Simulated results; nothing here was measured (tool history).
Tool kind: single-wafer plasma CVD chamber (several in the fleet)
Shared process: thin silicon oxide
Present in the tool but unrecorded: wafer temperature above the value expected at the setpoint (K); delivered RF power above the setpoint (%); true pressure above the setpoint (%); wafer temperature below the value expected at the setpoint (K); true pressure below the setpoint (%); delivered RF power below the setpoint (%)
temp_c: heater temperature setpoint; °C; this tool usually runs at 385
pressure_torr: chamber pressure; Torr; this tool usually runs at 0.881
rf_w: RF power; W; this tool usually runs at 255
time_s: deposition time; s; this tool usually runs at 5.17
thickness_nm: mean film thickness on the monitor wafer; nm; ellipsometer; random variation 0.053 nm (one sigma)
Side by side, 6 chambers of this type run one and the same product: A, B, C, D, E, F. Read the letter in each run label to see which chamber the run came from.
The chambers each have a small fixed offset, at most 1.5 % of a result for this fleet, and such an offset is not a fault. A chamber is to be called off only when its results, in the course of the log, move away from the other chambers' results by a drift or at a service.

run     day  temp_c  pressure_torr  rf_w  time_s  hours since the last thermocouple change  hours since the last RF generator calibration  hours since the last manometer calibration  read-back reference wafer on the same gauge, thickness_nm  thickness_nm
 1F   0.558     385          0.881   255    5.17                                    1008.4                                          237.6                                       203.7                                                     10.731        9.7442
 2D   1.125     385          0.881   255    5.17                                    1896.4                                         1444.5                                       704.9                                                     10.721        9.8437
 3A   1.575     385          0.881   255    5.17                                     723.3                                          692.5                                      1446.4                                                     10.712        9.6659
 4B   2.129     385          0.881   255    5.17                                     194.5                                          649.4                                       500.6                                                     10.709        9.7075
 5E   2.625     385          0.881   255    5.17                                    2158.8                                         1455.8                                      1897.4                                                     10.718        9.7316
      2.904  -- chamber C: thermocouple changed; heater temperature recalibrated
 6C   3.108     385          0.881   255    5.17                                         5                                          799.3                                      2401.1                                                      10.72        9.6916
 7E   3.588     385          0.881   255    5.17                                    2181.9                                         1478.9                                      1920.5                                                     10.729        9.7289
 8A   4.062     385          0.881   255    5.17                                       783                                          752.2                                      1506.1                                                     10.722        9.6363
 9C   4.317     385          0.881   255    5.17                                        34                                          828.3                                      2430.1                                                     10.717        9.7332
10F   4.738     377          0.881   255    5.82                                    1108.7                                          337.9                                         304                                                     10.724         11.14
11B   5.192     377          0.881   255    5.82                                       268                                          722.9                                       574.1                                                     10.713        11.072
12D     5.5     377          0.881   255    5.82                                    2001.4                                         1549.5                                       809.9                                                     10.708        11.149
13B   5.875     377          0.881   255    5.82                                     284.4                                          739.3                                       590.5                                                     10.723        11.042
14D   6.367     377          0.881   255    5.82                                    2022.2                                         1570.3                                       830.7                                                     10.719        11.109
15F   6.933     377          0.881   255    5.82                                    1161.4                                          390.6                                       356.7                                                     10.729        11.081
16E   7.267     385          0.881   255    5.17                                    2270.2                                         1567.2                                      2008.8                                                     10.721        9.7328
      7.558  -- chamber C: capacitance manometer re-zeroed and calibrated
17C   7.692     385          0.881   255    5.17                                       115                                          909.3                                         3.3                                                     10.715        10.245
18A   8.117     385          0.881   255    5.17                                     880.3                                          849.5                                      1603.4                                                     10.705        9.5546
19B   8.662     385          0.881   255    5.17                                     351.3                                          806.2                                       657.4                                                     10.707        9.7625
20A   9.133     385          0.881   255    5.17                                     904.7                                          873.9                                      1627.8                                                     10.725        9.5876
21E     9.6     385          0.881   255    5.17                                    2326.2                                         1623.2                                      2064.8                                                     10.726         9.695
22C   10.15     385          0.881   255    5.17                                       174                                          968.3                                        62.3                                                     10.714        10.388
23D  10.533     385          0.881   255    5.17                                    2122.2                                         1670.3                                       930.7                                                     10.728        9.8579
     10.579  -- chamber E: capacitance manometer re-zeroed and calibrated
     10.592  -- chamber D: capacitance manometer re-zeroed and calibrated
24F   11.05     385          0.881   255    5.17                                    1260.2                                          489.4                                       455.5                                                     10.713        9.8002
25D  11.329     398          0.881   255    5.17                                    2141.3                                         1689.4                                        17.7                                                     10.717        9.7483
26E  11.883     398          0.881   255    5.17                                      2381                                           1678                                        31.4                                                     10.718        9.6523
27F  12.192     398          0.881   255    5.17                                    1287.6                                          516.8                                       482.9                                                     10.711        9.6636
28C  12.646     398          0.881   255    5.17                                     233.9                                         1028.2                                       122.2                                                     10.722        10.273
29A  13.212     398          0.881   255    5.17                                    1002.6                                          971.8                                      1725.7                                                     10.718        9.5144
30B  13.746     398          0.881   255    5.17                                     473.3                                          928.2                                       779.4                                                     10.726        9.6506
     13.846  -- chamber A: capacitance manometer re-zeroed and calibrated
     14.183  -- chamber E: thermocouple changed; heater temperature recalibrated
31E  14.212     385          0.881   255    5.17                                       0.7                                         1733.9                                        87.3                                                     10.732         9.688
32C  14.692     385          0.881   215    5.17                                       283                                         1077.3                                       171.3                                                     10.715        9.4811
33D  15.196     385          0.881   215    5.17                                    2234.1                                         1782.2                                       110.5                                                     10.711        8.9604
34A  15.679     385          0.881   215    5.17                                    1061.8                                           1031                                          44                                                     10.712        8.8409
35F  16.225     385          0.881   215    5.17                                    1384.4                                          613.6                                       579.7                                                     10.712        8.9994
36B  16.596     385          0.881   215    5.17                                     541.7                                          996.6                                       847.8                                                     10.726        9.0052
37F  16.975     385          0.881   215    5.17                                    1402.4                                          631.6                                       597.7                                                     10.704        8.9451

What goes on in this fleet: one chamber off, a drifting gauge, or nothing beyond the chambers' own small offsets? Name the chamber and the cause, if any.

A service on chamber C put it out of line with the rest.
Likeliest cause: true pressure above the setpoint (%) = 7.06.

Chamber C could run next with any of the 4 candidate recipes listed below; each alters the usual settings, and their results appear as question marks. Which one brings its results back in line with what the other chambers deliver on the usual settings?
Maximum distance from the other chambers' mean on the usual settings for a result to count as in line: thickness_nm 0.18 nm
38C-1  17.392     385          0.932   260    5.41                                                                                                                                                                                                             ?
38C-2  17.392     385          0.881   255    5.45                                                                                                                                                                                                             ?
38C-3  17.392     385           0.83   250    4.93                                                                                                                                                                                                             ?
38C-4  17.392     385          0.854   250    5.04                                                                                                                                                                                                             ?

Usual-settings mean across the other chambers: thickness_nm 9.7551 nm
  run  thickness_nm
38C-1        11.369
38C-2        10.865
38C-3        9.2541
38C-4        9.6952
The answer is 38C-4, which returns the chamber to within the allowed miss of the others.
